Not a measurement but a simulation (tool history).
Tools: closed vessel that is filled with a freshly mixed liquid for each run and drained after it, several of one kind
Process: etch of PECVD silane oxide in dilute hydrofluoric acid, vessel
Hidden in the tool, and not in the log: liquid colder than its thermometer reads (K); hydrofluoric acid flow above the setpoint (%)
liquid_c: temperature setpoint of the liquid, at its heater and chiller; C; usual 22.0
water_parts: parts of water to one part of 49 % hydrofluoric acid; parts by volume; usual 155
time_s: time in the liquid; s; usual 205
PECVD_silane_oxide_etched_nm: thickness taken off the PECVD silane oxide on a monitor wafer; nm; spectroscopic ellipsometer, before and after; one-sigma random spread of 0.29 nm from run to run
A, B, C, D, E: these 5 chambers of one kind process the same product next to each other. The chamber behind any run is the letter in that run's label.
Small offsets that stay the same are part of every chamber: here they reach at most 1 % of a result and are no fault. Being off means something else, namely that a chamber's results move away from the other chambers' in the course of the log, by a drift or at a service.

run    day  liquid_c  water_parts  time_s  hours since the thermometer was replaced  hours since the hydrofluoric acid flow meter was replaced  read-back film thickness of the PECVD silane oxide reference wafer, read on the same gauge (nm)  PECVD_silane_oxide_etched_nm
 1C  0.233      22.0          155     205                                     181.2                                                     1113.1                                                                                           69.966                        50.309
 2A  0.342      22.0          155     205                                     742.9                                                      398.0                                                                                           69.965                        50.118
 3B  0.567      22.0          155     205                                     130.1                                                      475.2                                                                                           69.995                        49.538
 4D  0.750      22.0          155     205                                     381.0                                                     1019.2                                                                                           69.995                        50.258
 5E  0.942      22.0          155     205                                    1003.4                                                     1651.0                                                                                           69.999                        50.075
 6E  1.158      22.0          155     205                                    1008.6                                                     1656.2                                                                                           69.968                        50.281
 7C  1.379      22.0          155     205                                     208.7                                                     1140.6                                                                                           70.038                        50.796
 8D  1.588      22.0          155     205                                     401.1                                                     1039.3                                                                                           70.042                        50.024
     1.729  -- chamber C: hydrofluoric acid flow meter replaced
 9B  1.796      22.0          155     205                                     159.6                                                      504.7                                                                                           69.993                        49.970
10A  1.983      20.0          180     205                                     782.3                                                      437.4                                                                                           70.004                        38.958
11E  2.208      20.0          180     205                                    1033.8                                                     1681.4                                                                                           69.987                        39.101
     2.246  -- chamber E: hydrofluoric acid flow meter replaced
12A  2.333      20.0          180     205                                     790.7                                                      445.8                                                                                           69.992                        39.151
13D  2.567      20.0          180     205                                     424.6                                                     1062.8                                                                                           69.987                        38.939
14C  2.696      20.0          180     205                                     240.3                                                       23.3                                                                                           70.022                        39.097
15B  2.812      22.0          155     205                                     184.0                                                      529.1                                                                                           69.983                        49.666
16B  2.971      22.0          155     205                                     187.8                                                      532.9                                                                                           69.976                        49.486
17E  3.150      22.0          155     205                                    1056.4                                                       21.7                                                                                           70.013                        50.273
18C  3.333      22.0          155     205                                     255.6                                                       38.6                                                                                           69.982                        49.655
19A  3.467      22.0          155     205                                     817.9                                                      473.0                                                                                           70.004                        50.382
20D  3.592      22.0          155     265                                     449.2                                                     1087.4                                                                                           69.992                        64.651
21A  3.817      22.0          155     265                                     826.3                                                      481.4                                                                                           69.976                        65.118
22D  4.033      22.0          155     265                                     459.8                                                     1098.0                                                                                           70.008                        65.286
23B  4.225      22.0          155     265                                     217.9                                                      563.0                                                                                           70.033                        63.705
24C  4.383      22.0          155     265                                     280.8                                                       63.8                                                                                           70.008                        63.933
25E  4.538      18.5          155     245                                    1089.7                                                       55.0                                                                                           70.028                        51.952
26A  4.696      18.5          155     245                                     847.4                                                      502.5                                                                                           69.995                        52.349
27D  4.925      18.5          155     245                                     481.2                                                     1119.4                                                                                           70.006                        52.091
28B  5.062      18.5          155     245                                     238.0                                                      583.1                                                                                           69.987                        52.033
29C  5.171      18.5          155     245                                     299.7                                                       82.7                                                                                           70.035                        50.720
30E  5.283      22.0          155     205                                    1107.6                                                       72.9                                                                                           69.960                        49.915
31D  5.383      22.0          155     205                                     492.2                                                     1130.4                                                                                           69.990                        50.122
32E  5.496      22.0          155     205                                    1112.7                                                       78.0                                                                                           69.987                        50.228
33C  5.596      22.0          155     205                                     309.9                                                       92.9                                                                                           69.990                        48.850
34B  5.704      26.5          155     270                                     253.4                                                      598.5                                                                                           70.017                        77.781
35A  5.925      26.5          155     270                                     876.9                                                      532.0                                                                                           69.987                        78.145
36D  6.033      26.5          155     270                                     507.8                                                     1146.0                                                                                           69.975                        78.657
37E  6.254      26.5          155     270                                    1130.9                                                       96.2                                                                                           70.006                        77.420
38C  6.408      26.5          155     270                                     329.4                                                      112.4                                                                                           70.007                        75.402
39A  6.596      22.0          155     205                                     893.0                                                      548.1                                                                                           70.004                        50.281
40B  6.821      22.0          155     205                                     280.2                                                      625.3                                                                                           70.001                        49.514
41E  7.021      22.0          155     285                                    1149.3                                                      114.6                                                                                           69.981                        70.007
42B  7.146      22.0          155     285                                     288.0                                                      633.1                                                                                           69.979                        69.106
43D  7.379      22.0          155     285                                     540.1                                                     1178.3                                                                                           70.017                        70.101
44C  7.508      22.0          155     285                                     355.8                                                      138.8                                                                                           70.002                        65.623

Predict what each chamber gives when all 5 of them run the settings below next.
45A  7.675      22.0          155     205                                                                                                                                                                                                                                   ?
45B  7.675      22.0          155     205                                                                                                                                                                                                                                   ?
45C  7.675      22.0          155     205                                                                                                                                                                                                                                   ?
45D  7.675      22.0          155     205                                                                                                                                                                                                                                   ?
45E  7.675      22.0          155     205                                                                                                                                                                                                                                   ?

run  PECVD_silane_oxide_etched_nm
45A                        50.098
45B                        50.029
45C                        47.123
45D                        50.509
45E                        49.738
